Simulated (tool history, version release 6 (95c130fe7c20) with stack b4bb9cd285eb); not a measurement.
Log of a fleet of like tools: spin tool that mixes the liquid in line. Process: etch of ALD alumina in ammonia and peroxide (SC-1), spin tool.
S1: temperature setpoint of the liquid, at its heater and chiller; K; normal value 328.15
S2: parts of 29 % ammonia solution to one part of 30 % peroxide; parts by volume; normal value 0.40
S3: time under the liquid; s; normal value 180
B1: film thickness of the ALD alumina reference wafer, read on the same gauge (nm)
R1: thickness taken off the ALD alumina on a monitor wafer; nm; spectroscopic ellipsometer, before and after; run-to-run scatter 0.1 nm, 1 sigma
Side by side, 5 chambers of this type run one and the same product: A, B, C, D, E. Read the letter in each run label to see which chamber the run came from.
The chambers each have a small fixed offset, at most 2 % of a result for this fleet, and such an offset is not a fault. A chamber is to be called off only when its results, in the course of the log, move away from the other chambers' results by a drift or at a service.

run   hour      S1    S2   S3      B1      R1
 1D   12.4  328.15  0.40  180  110.01  12.633
 2B   26.1  328.15  0.40  180  109.99  12.873
 3C   33.9  328.15  0.40  180  110.00  12.735
 4E   41.8  328.15  0.40  180  109.98  12.618
 5A   54.3  328.15  0.40  180  110.02  12.756
 6C   64.6  328.15  0.40  180  110.03  12.663
 7B   78.5  328.15  0.40  180  109.94  13.037
 8A   89.0  328.15  0.40  180  110.00  12.633
      89.1  -- chamber D: new drum of ammonia solution connected
      94.5  -- chamber A: thermometer replaced
 9E   99.2  328.15  0.40  180  109.94  12.724
      99.4  -- chamber A: new drum of ammonia solution connected
10D  108.9  335.15  0.55  180  109.96  18.844
11E  116.6  335.15  0.55  180  110.03  18.767
     126.1  -- chamber B: new drum of ammonia solution connected
12B  126.9  335.15  0.55  180  110.02  19.071
13A  133.6  335.15  0.55  180  110.00  19.004
14C  145.5  335.15  0.55  180  109.93  18.764
15D  152.5  328.15  0.30  180  109.98  12.276
     154.7  -- chamber A: ammonia flow meter replaced
16D  162.6  328.15  0.30  180  109.93  12.310
     163.9  -- chamber D: thermometer replaced
     172.0  -- chamber E: new drum of ammonia solution connected
17E  172.5  328.15  0.30  180  109.99  12.128
18C  181.0  328.15  0.30  180  110.03  12.058
19B  188.9  328.15  0.30  180  110.04  12.576
20A  197.8  328.15  0.40  180  109.96  12.667
21E  207.5  328.15  0.40  180  110.00  12.674
22D  220.2  328.15  0.40  180  109.97  12.553
     223.2  -- chamber E: thermometer replaced
23C  226.6  328.15  0.40  180  109.97  12.438
     236.7  -- chamber E: heated supply line repaired
     236.9  -- chamber C: thermometer replaced
24A  239.3  328.15  0.40  180  109.99  12.737
25B  250.0  328.15  0.40  180  110.01  13.112
26E  259.9  328.15  0.40  180  110.03  12.976
27D  269.3  328.15  0.40  180  110.01  12.578
28C  279.8  328.15  0.40  180  110.00  12.303
29A  289.5  336.15  0.25  180  110.00  18.925
30B  295.8  336.15  0.25  180  109.99  18.604
31B  305.4  336.15  0.25  180  110.01  18.443
32C  316.7  336.15  0.25  180  110.01  17.742
33A  325.3  336.15  0.25  180  109.98  18.712
34D  339.4  328.15  0.40  180  110.02  12.644
35E  353.1  328.15  0.40  180  109.95  12.681
36C  359.8  328.15  0.40  180  109.97  12.091

Does one chamber stand apart from the rest, does the shared gauge drift, or is all well apart from small per-chamber offsets? Give the chamber and the most likely cause, where there is one.

One chamber, C, drifts off from the rest bit by bit.
Most likely cause: temperature lost on the way to the wafer (K) = 1.

Which of the 4 candidates below, each the usual settings with something changed and its results left as question marks, puts chamber C back in line with what the other chambers give on the usual settings?
In line here means within this much of the mean the other chambers give on the usual settings: R1 0.360 nm
37C-1  370.1  328.15  0.40  190       ?
37C-2  370.1  329.15  0.40  190       ?
37C-3  370.1  328.15  0.40  170       ?
37C-4  370.1  327.15  0.40  170       ?

The mean the other chambers reach with the usual settings: R1 12.766 nm
  run      R1
37C-1  12.729
37C-2  13.433
37C-3  11.389
37C-4  10.782
It is 37C-1 that realigns the chamber with its peers.

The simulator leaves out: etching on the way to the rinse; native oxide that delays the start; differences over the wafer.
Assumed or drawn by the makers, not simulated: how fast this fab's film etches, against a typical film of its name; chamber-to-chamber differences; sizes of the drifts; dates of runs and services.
